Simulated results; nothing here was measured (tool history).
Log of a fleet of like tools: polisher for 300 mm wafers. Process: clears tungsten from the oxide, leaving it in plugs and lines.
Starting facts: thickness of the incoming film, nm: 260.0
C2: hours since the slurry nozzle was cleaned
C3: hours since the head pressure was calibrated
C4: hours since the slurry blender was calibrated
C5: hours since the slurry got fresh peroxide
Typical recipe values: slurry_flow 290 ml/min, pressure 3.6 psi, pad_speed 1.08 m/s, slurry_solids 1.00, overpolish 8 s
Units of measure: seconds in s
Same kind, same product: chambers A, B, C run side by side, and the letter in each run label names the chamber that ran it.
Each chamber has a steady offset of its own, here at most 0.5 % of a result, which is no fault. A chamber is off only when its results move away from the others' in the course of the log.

-- hour=4.8 chamber C: slurry blender recalibrated
run 1C hour=9.6 | slurry_flow=290 pressure=3.6 pad_speed=1.08 slurry_solids=1.00 overpolish=8 | wafers_polished_on_this_pad=411 C2=290.7 C3=134.2 C4=4.8 C5=60.2 | seconds=58.086
-- hour=10.0 chamber B: slurry nozzle cleaned
run 2A hour=21.9 | slurry_flow=290 pressure=3.6 pad_speed=1.08 slurry_solids=1.00 overpolish=8 | wafers_polished_on_this_pad=1513 C2=44.7 C3=325.8 C4=64.3 C5=52.4 | seconds=58.567
-- hour=30.8 chamber A: worn pad replaced by a new one
run 3B hour=34.6 | slurry_flow=290 pressure=3.6 pad_speed=1.08 slurry_solids=1.00 overpolish=8 | wafers_polished_on_this_pad=996 C2=24.7 C3=657.7 C4=226.2 C5=51.5 | seconds=57.908
run 4A hour=42.9 | slurry_flow=290 pressure=3.6 pad_speed=1.08 slurry_solids=1.00 overpolish=8 | wafers_polished_on_this_pad=133 C2=65.7 C3=346.8 C4=85.3 C5=73.4 | seconds=58.273
run 5C hour=52.1 | slurry_flow=290 pressure=3.6 pad_speed=1.08 slurry_solids=1.00 overpolish=8 | wafers_polished_on_this_pad=878 C2=333.2 C3=176.7 C4=47.3 C5=102.7 | seconds=58.123
-- hour=59.7 chamber C: worn pad replaced by a new one
run 6B hour=65.2 | slurry_flow=290 pressure=4.7 pad_speed=1.08 slurry_solids=0.85 overpolish=8 | wafers_polished_on_this_pad=1332 C2=55.3 C3=688.3 C4=256.8 C5=82.1 | seconds=45.747
run 7A hour=73.8 | slurry_flow=290 pressure=4.7 pad_speed=1.08 slurry_solids=0.85 overpolish=8 | wafers_polished_on_this_pad=472 C2=96.6 C3=377.7 C4=116.2 C5=104.3 | seconds=46.979
-- hour=74.1 chamber B: head pressure recalibrated
run 8C hour=86.3 | slurry_flow=290 pressure=4.7 pad_speed=1.08 slurry_solids=0.85 overpolish=8 | wafers_polished_on_this_pad=292 C2=367.4 C3=210.9 C4=81.5 C5=136.9 | seconds=46.411
-- hour=89.2 chamber A: slurry blender recalibrated
-- hour=91.0 chamber A: slurry tank refilled with fresh slurry and peroxide
run 9B hour=98.6 | slurry_flow=290 pressure=3.6 pad_speed=1.08 slurry_solids=1.00 overpolish=8 | wafers_polished_on_this_pad=1699 C2=88.7 C3=24.5 C4=290.2 C5=115.5 | seconds=58.126
run 10A hour=107.6 | slurry_flow=290 pressure=3.6 pad_speed=1.08 slurry_solids=1.00 overpolish=8 | wafers_polished_on_this_pad=844 C2=130.4 C3=411.5 C4=18.4 C5=16.6 | seconds=58.633
-- hour=114.3 chamber C: slurry tank refilled with fresh slurry and peroxide
run 11C hour=115.7 | slurry_flow=290 pressure=3.6 pad_speed=1.08 slurry_solids=1.00 overpolish=4 | wafers_polished_on_this_pad=615 C2=396.8 C3=240.3 C4=110.9 C5=1.4 | seconds=57.451
run 12B hour=121.7 | slurry_flow=290 pressure=3.6 pad_speed=1.08 slurry_solids=1.00 overpolish=4 | wafers_polished_on_this_pad=1953 C2=111.8 C3=47.6 C4=313.3 C5=138.6 | seconds=57.397
run 13A hour=133.8 | slurry_flow=290 pressure=3.6 pad_speed=1.08 slurry_solids=1.00 overpolish=4 | wafers_polished_on_this_pad=1132 C2=156.6 C3=437.7 C4=44.6 C5=42.8 | seconds=59.179
run 14B hour=142.9 | slurry_flow=290 pressure=3.6 pad_speed=1.08 slurry_solids=1.00 overpolish=8 | wafers_polished_on_this_pad=2186 C2=133.0 C3=68.8 C4=334.5 C5=159.8 | seconds=58.438
-- hour=152.6 chamber C: worn pad replaced by a new one
run 15C hour=152.7 | slurry_flow=290 pressure=3.6 pad_speed=1.08 slurry_solids=1.00 overpolish=8 | wafers_polished_on_this_pad=1 C2=433.8 C3=277.3 C4=147.9 C5=38.4 | seconds=58.620
-- hour=157.2 chamber A: worn pad replaced by a new one
run 16C hour=163.7 | slurry_flow=290 pressure=3.6 pad_speed=1.08 slurry_solids=1.00 overpolish=8 | wafers_polished_on_this_pad=122 C2=444.8 C3=288.3 C4=158.9 C5=49.4 | seconds=59.022
-- hour=164.7 chamber B: slurry tank refilled with fresh slurry and peroxide
-- hour=171.4 chamber C: slurry blender recalibrated
run 17B hour=174.0 | slurry_flow=290 pressure=3.6 pad_speed=1.08 slurry_solids=0.75 overpolish=8 | wafers_polished_on_this_pad=2528 C2=164.1 C3=99.9 C4=365.6 C5=9.3 | seconds=63.194
run 18A hour=182.9 | slurry_flow=290 pressure=3.6 pad_speed=1.08 slurry_solids=0.75 overpolish=8 | wafers_polished_on_this_pad=282 C2=205.7 C3=486.8 C4=93.7 C5=91.9 | seconds=61.934
-- hour=190.1 chamber C: slurry nozzle cleaned
run 19A hour=192.8 | slurry_flow=290 pressure=3.6 pad_speed=1.08 slurry_solids=0.75 overpolish=8 | wafers_polished_on_this_pad=391 C2=215.6 C3=496.7 C4=103.6 C5=101.8 | seconds=61.332
run 20B hour=201.2 | slurry_flow=290 pressure=3.6 pad_speed=1.08 slurry_solids=1.00 overpolish=8 | wafers_polished_on_this_pad=2827 C2=191.3 C3=127.1 C4=392.8 C5=36.5 | seconds=59.290
-- hour=202.6 chamber A: slurry blender recalibrated
-- hour=206.1 chamber A: slurry tank refilled with fresh slurry and peroxide
run 21C hour=210.0 | slurry_flow=290 pressure=2.5 pad_speed=1.08 slurry_solids=1.00 overpolish=8 | wafers_polished_on_this_pad=631 C2=19.9 C3=334.6 C4=38.6 C5=95.7 | seconds=84.752
run 22C hour=218.3 | slurry_flow=290 pressure=2.5 pad_speed=1.08 slurry_solids=1.00 overpolish=8 | wafers_polished_on_this_pad=723 C2=28.2 C3=342.9 C4=46.9 C5=104.0 | seconds=83.399
-- hour=229.4 chamber B: slurry blender recalibrated
run 23B hour=229.5 | slurry_flow=290 pressure=2.5 pad_speed=1.08 slurry_solids=1.00 overpolish=8 | wafers_polished_on_this_pad=3138 C2=219.6 C3=155.4 C4=0.2 C5=64.8 | seconds=85.911
run 24A hour=236.3 | slurry_flow=290 pressure=4.7 pad_speed=1.08 slurry_solids=1.25 overpolish=8 | wafers_polished_on_this_pad=869 C2=259.1 C3=540.2 C4=33.7 C5=30.3 | seconds=42.924
run 25A hour=247.8 | slurry_flow=290 pressure=4.7 pad_speed=1.08 slurry_solids=1.25 overpolish=8 | wafers_polished_on_this_pad=995 C2=270.6 C3=551.7 C4=45.2 C5=41.8 | seconds=41.764
-- hour=248.0 chamber C: worn pad replaced by a new one
run 26B hour=254.4 | slurry_flow=290 pressure=4.7 pad_speed=1.08 slurry_solids=1.25 overpolish=8 | wafers_polished_on_this_pad=3412 C2=244.5 C3=180.3 C4=25.1 C5=89.7 | seconds=44.717
run 27C hour=263.9 | slurry_flow=290 pressure=3.6 pad_speed=1.08 slurry_solids=1.00 overpolish=8 | wafers_polished_on_this_pad=175 C2=73.8 C3=388.5 C4=92.5 C5=149.6 | seconds=57.221
run 28B hour=270.7 | slurry_flow=290 pressure=3.6 pad_speed=1.08 slurry_solids=1.00 overpolish=8 | wafers_polished_on_this_pad=3591 C2=260.8 C3=196.6 C4=41.4 C5=106.0 | seconds=60.739
run 29C hour=277.6 | slurry_flow=290 pressure=3.6 pad_speed=1.08 slurry_solids=1.00 overpolish=8 | wafers_polished_on_this_pad=325 C2=87.5 C3=402.2 C4=106.2 C5=163.3 | seconds=57.848
run 30A hour=290.3 | slurry_flow=290 pressure=3.6 pad_speed=1.08 slurry_solids=1.00 overpolish=8 | wafers_polished_on_this_pad=1463 C2=313.1 C3=594.2 C4=87.7 C5=84.3 | seconds=59.397
-- hour=294.0 chamber A: worn pad replaced by a new one
run 31C hour=299.3 | slurry_flow=290 pressure=3.6 pad_speed=1.08 slurry_solids=1.00 overpolish=8 | wafers_polished_on_this_pad=564 C2=109.2 C3=423.9 C4=127.9 C5=185.0 | seconds=58.230
-- hour=301.6 chamber C: slurry tank refilled with fresh slurry and peroxide
-- hour=304.3 chamber A: slurry nozzle cleaned
run 32B hour=310.9 | slurry_flow=290 pressure=3.6 pad_speed=1.08 slurry_solids=1.00 overpolish=8 | wafers_polished_on_this_pad=4033 C2=301.0 C3=236.8 C4=81.6 C5=146.2 | seconds=60.932
run 33A hour=317.5 | slurry_flow=290 pressure=3.6 pad_speed=1.08 slurry_solids=1.00 overpolish=8 | wafers_polished_on_this_pad=259 C2=13.3 C3=621.4 C4=114.9 C5=111.5 | seconds=58.456
run 34C hour=323.4 | slurry_flow=290 pressure=3.6 pad_speed=1.08 slurry_solids=1.00 overpolish=8 | wafers_polished_on_this_pad=829 C2=133.3 C3=448.0 C4=152.0 C5=21.9 | seconds=58.868
run 35B hour=336.8 | slurry_flow=290 pressure=3.6 pad_speed=1.08 slurry_solids=1.00 overpolish=8 | wafers_polished_on_this_pad=4318 C2=326.9 C3=262.7 C4=107.5 C5=172.1 | seconds=62.916

All 3 chambers run these settings next. Forecast each chamber's results:
run 36A hour=346.6 | slurry_flow=290 pressure=3.6 pad_speed=1.08 slurry_solids=1.00 overpolish=8 | seconds=?
run 36B hour=346.6 | slurry_flow=290 pressure=3.6 pad_speed=1.08 slurry_solids=1.00 overpolish=8 | seconds=?
run 36C hour=346.6 | slurry_flow=290 pressure=3.6 pad_speed=1.08 slurry_solids=1.00 overpolish=8 | seconds=?

run=36A seconds=57.826
run=36B seconds=62.623
run=36C seconds=58.852
